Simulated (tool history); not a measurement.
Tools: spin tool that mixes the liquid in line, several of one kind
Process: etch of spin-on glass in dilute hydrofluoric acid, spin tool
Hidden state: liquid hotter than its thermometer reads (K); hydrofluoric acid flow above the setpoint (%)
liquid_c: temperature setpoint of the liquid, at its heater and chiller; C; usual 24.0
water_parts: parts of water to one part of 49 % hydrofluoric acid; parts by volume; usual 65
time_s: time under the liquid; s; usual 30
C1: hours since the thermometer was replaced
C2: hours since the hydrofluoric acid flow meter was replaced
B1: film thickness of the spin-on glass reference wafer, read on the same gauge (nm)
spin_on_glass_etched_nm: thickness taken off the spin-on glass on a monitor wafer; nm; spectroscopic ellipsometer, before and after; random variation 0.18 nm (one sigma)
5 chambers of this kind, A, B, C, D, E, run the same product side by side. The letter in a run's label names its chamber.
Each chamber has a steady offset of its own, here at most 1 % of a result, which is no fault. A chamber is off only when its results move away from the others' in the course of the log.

{"run": "1B", "day": 0.425, "liquid_c": 24.0, "water_parts": 65, "time_s": 30, "C1": 500.3, "C2": 1315.3, "B1": 99.987, "spin_on_glass_etched_nm": 23.571}
{"run": "2C", "day": 0.879, "liquid_c": 24.0, "water_parts": 65, "time_s": 30, "C1": 22.9, "C2": 274.8, "B1": 99.967, "spin_on_glass_etched_nm": 23.841}
{"run": "3E", "day": 1.25, "liquid_c": 24.0, "water_parts": 65, "time_s": 30, "C1": 34.5, "C2": 892.2, "B1": 100.01, "spin_on_glass_etched_nm": 23.318}
{"run": "4D", "day": 1.804, "liquid_c": 24.0, "water_parts": 65, "time_s": 30, "C1": 1321.5, "C2": 768.7, "B1": 100.03, "spin_on_glass_etched_nm": 23.359}
{"run": "5A", "day": 2.204, "liquid_c": 24.0, "water_parts": 65, "time_s": 30, "C1": 992.5, "C2": 300.7, "B1": 99.969, "spin_on_glass_etched_nm": 23.715}
{"run": "6A", "day": 2.638, "liquid_c": 24.0, "water_parts": 65, "time_s": 30, "C1": 1002.9, "C2": 311.1, "B1": 99.976, "spin_on_glass_etched_nm": 23.616}
{"day": 3.092, "done": "chamber D: hydrofluoric acid flow meter replaced"}
{"run": "7D", "day": 3.162, "liquid_c": 24.0, "water_parts": 65, "time_s": 30, "C1": 1354.1, "C2": 1.8, "B1": 99.982, "spin_on_glass_etched_nm": 23.405}
{"run": "8E", "day": 3.671, "liquid_c": 24.0, "water_parts": 65, "time_s": 30, "C1": 92.6, "C2": 950.3, "B1": 99.994, "spin_on_glass_etched_nm": 23.246}
{"run": "9B", "day": 4.075, "liquid_c": 24.0, "water_parts": 65, "time_s": 30, "C1": 587.9, "C2": 1402.9, "B1": 99.949, "spin_on_glass_etched_nm": 23.619}
{"run": "10C", "day": 4.412, "liquid_c": 24.0, "water_parts": 65, "time_s": 30, "C1": 107.7, "C2": 359.6, "B1": 100.01, "spin_on_glass_etched_nm": 23.738}
{"run": "11A", "day": 4.746, "liquid_c": 24.0, "water_parts": 65, "time_s": 30, "C1": 1053.5, "C2": 361.7, "B1": 100.0, "spin_on_glass_etched_nm": 23.897}
{"run": "12B", "day": 5.117, "liquid_c": 20.5, "water_parts": 40, "time_s": 30, "C1": 612.9, "C2": 1427.9, "B1": 99.997, "spin_on_glass_etched_nm": 33.936}
{"run": "13D", "day": 5.546, "liquid_c": 20.5, "water_parts": 40, "time_s": 30, "C1": 1411.3, "C2": 59.0, "B1": 99.996, "spin_on_glass_etched_nm": 33.974}
{"run": "14C", "day": 5.821, "liquid_c": 20.5, "water_parts": 40, "time_s": 30, "C1": 141.5, "C2": 393.4, "B1": 99.996, "spin_on_glass_etched_nm": 34.22}
{"run": "15E", "day": 6.079, "liquid_c": 20.5, "water_parts": 40, "time_s": 30, "C1": 150.4, "C2": 1008.1, "B1": 100.02, "spin_on_glass_etched_nm": 34.41}
{"run": "16A", "day": 6.592, "liquid_c": 20.5, "water_parts": 40, "time_s": 30, "C1": 1097.8, "C2": 406.0, "B1": 99.997, "spin_on_glass_etched_nm": 35.483}
{"run": "17C", "day": 6.85, "liquid_c": 24.0, "water_parts": 65, "time_s": 30, "C1": 166.2, "C2": 418.1, "B1": 100.04, "spin_on_glass_etched_nm": 23.616}
{"run": "18E", "day": 7.35, "liquid_c": 24.0, "water_parts": 65, "time_s": 30, "C1": 180.9, "C2": 1038.6, "B1": 100.02, "spin_on_glass_etched_nm": 23.376}
{"run": "19B", "day": 7.825, "liquid_c": 24.0, "water_parts": 65, "time_s": 30, "C1": 677.9, "C2": 1492.9, "B1": 99.98, "spin_on_glass_etched_nm": 23.456}
{"day": 8.033, "done": "chamber B: hydrofluoric acid flow meter replaced"}
{"run": "20D", "day": 8.321, "liquid_c": 24.0, "water_parts": 65, "time_s": 30, "C1": 1477.9, "C2": 125.6, "B1": 99.986, "spin_on_glass_etched_nm": 23.168}
{"run": "21B", "day": 8.712, "liquid_c": 24.0, "water_parts": 65, "time_s": 30, "C1": 699.2, "C2": 16.3, "B1": 99.981, "spin_on_glass_etched_nm": 23.1}
{"run": "22E", "day": 9.129, "liquid_c": 24.0, "water_parts": 65, "time_s": 15, "C1": 223.6, "C2": 1081.3, "B1": 100.0, "spin_on_glass_etched_nm": 11.747}
{"run": "23C", "day": 9.512, "liquid_c": 24.0, "water_parts": 65, "time_s": 15, "C1": 230.1, "C2": 482.0, "B1": 100.04, "spin_on_glass_etched_nm": 11.766}
{"run": "24A", "day": 9.792, "liquid_c": 24.0, "water_parts": 65, "time_s": 15, "C1": 1174.6, "C2": 482.8, "B1": 100.01, "spin_on_glass_etched_nm": 12.28}
{"run": "25D", "day": 10.242, "liquid_c": 24.0, "water_parts": 65, "time_s": 15, "C1": 1524.0, "C2": 171.7, "B1": 100.01, "spin_on_glass_etched_nm": 11.606}
{"run": "26E", "day": 10.562, "liquid_c": 24.0, "water_parts": 65, "time_s": 15, "C1": 258.0, "C2": 1115.7, "B1": 100.0, "spin_on_glass_etched_nm": 11.857}
{"run": "27C", "day": 10.842, "liquid_c": 24.0, "water_parts": 65, "time_s": 30, "C1": 262.0, "C2": 513.9, "B1": 100.03, "spin_on_glass_etched_nm": 23.562}
{"run": "28A", "day": 11.229, "liquid_c": 24.0, "water_parts": 65, "time_s": 30, "C1": 1209.1, "C2": 517.3, "B1": 99.982, "spin_on_glass_etched_nm": 25.052}
{"run": "29D", "day": 11.742, "liquid_c": 24.0, "water_parts": 80, "time_s": 45, "C1": 1560.0, "C2": 207.7, "B1": 99.998, "spin_on_glass_etched_nm": 27.933}
{"run": "30B", "day": 12.062, "liquid_c": 24.0, "water_parts": 80, "time_s": 45, "C1": 779.6, "C2": 96.7, "B1": 99.982, "spin_on_glass_etched_nm": 28.221}

Is one chamber off against the others, does the gauge drift, or is nothing wrong? If a chamber is off, say which, and what the likeliest cause is.

Chamber A drifts away from the others.
Cause: hydrofluoric acid flow above the setpoint (%) = 6.12.
The log may not tell that from: liquid hotter than its thermometer reads (K).

Here are 4 candidates for chamber A's next run, each the usual settings with a change, their results left as question marks. Which one brings its results back in line with what the others give on the usual settings?
In line means no further than this from the other chambers' mean on the usual settings: spin_on_glass_etched_nm 0.620 nm
{"run": "31A-1", "day": 12.467, "liquid_c": 22.5, "water_parts": 65, "time_s": 30, "spin_on_glass_etched_nm": "?"}
{"run": "31A-2", "day": 12.467, "liquid_c": 24.5, "water_parts": 60, "time_s": 30, "spin_on_glass_etched_nm": "?"}
{"run": "31A-3", "day": 12.467, "liquid_c": 21.0, "water_parts": 65, "time_s": 30, "spin_on_glass_etched_nm": "?"}
{"run": "31A-4", "day": 12.467, "liquid_c": 25.5, "water_parts": 65, "time_s": 30, "spin_on_glass_etched_nm": "?"}

The other chambers' mean on the usual settings: spin_on_glass_etched_nm 23.460 nm
run=31A-1 spin_on_glass_etched_nm=23.663
run=31A-2 spin_on_glass_etched_nm=28.057
run=31A-3 spin_on_glass_etched_nm=22.216
run=31A-4 spin_on_glass_etched_nm=26.775
31A-1 brings the chamber back in line.
